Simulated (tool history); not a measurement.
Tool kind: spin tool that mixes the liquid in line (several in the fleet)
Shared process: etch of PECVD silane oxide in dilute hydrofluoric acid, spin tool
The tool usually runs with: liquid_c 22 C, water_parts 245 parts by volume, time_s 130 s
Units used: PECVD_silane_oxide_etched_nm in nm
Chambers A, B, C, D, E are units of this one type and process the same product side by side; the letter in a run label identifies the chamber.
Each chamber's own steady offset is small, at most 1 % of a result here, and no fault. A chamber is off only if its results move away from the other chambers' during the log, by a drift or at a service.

run,hour,liquid_c,water_parts,time_s,"read-back film thickness of the PECVD silane oxide reference wafer, read on the same gauge (nm)",PECVD_silane_oxide_etched_nm
1A,9.1,22,245,130,50.031,20.871
2C,20.5,22,245,130,49.994,21.018
3B,32.9,22,245,130,50.002,21.102
4D,43.2,22,245,130,49.99,20.882
5E,52.1,22,245,130,50.007,21.012
6B,64.5,22,245,130,49.996,21.09
7E,71.6,22,245,130,50.003,20.932
8A,84.9,22,245,130,49.989,21.056
9D,94.5,22,245,130,49.996,20.832
10C,104.8,22,245,130,49.991,20.764
11E,116.9,22,245,130,50.017,20.841
12C,130.5,25.5,245,130,49.98,23.644
13A,144.4,25.5,245,130,50.002,23.632
14B,154.5,25.5,245,130,50.003,23.999
15D,169,25.5,245,130,49.991,23.807
# hour 174.5: chamber E: hydrofluoric acid flow meter replaced
16D,180.1,25.5,245,130,50.024,23.974
17A,190.8,22,245,130,49.982,20.926
18E,202.9,22,245,130,49.983,21.055
19C,210.5,22,245,130,49.996,20.751
20B,218.8,22,150,205,50.005,59.716
21A,232.1,22,150,205,49.99,59.396
22E,238.4,22,150,205,49.981,59.861
23D,249.9,22,150,205,50.009,59.143
24B,258.7,22,150,205,50.009,59.727
25C,265.1,22,245,130,49.98,20.609
26E,272.4,22,245,130,50.001,21.052
27B,280.5,25,245,130,50.02,23.643
28D,294.7,25,245,130,50.022,23.469
29C,303.7,25,245,130,49.964,22.9
30A,317.5,25,245,130,50.017,23.238
31D,329.7,25,245,130,50.006,23.301

All chambers now run identical settings, listed one chamber a line with results as question marks. What results will each chamber show?
32A,340,24.5,245,130,,?
32B,340,24.5,245,130,,?
32C,340,24.5,245,130,,?
32D,340,24.5,245,130,,?
32E,340,24.5,245,130,,?

run,PECVD_silane_oxide_etched_nm
32A,23.081
32B,23.131
32C,22.381
32D,22.841
32E,22.964

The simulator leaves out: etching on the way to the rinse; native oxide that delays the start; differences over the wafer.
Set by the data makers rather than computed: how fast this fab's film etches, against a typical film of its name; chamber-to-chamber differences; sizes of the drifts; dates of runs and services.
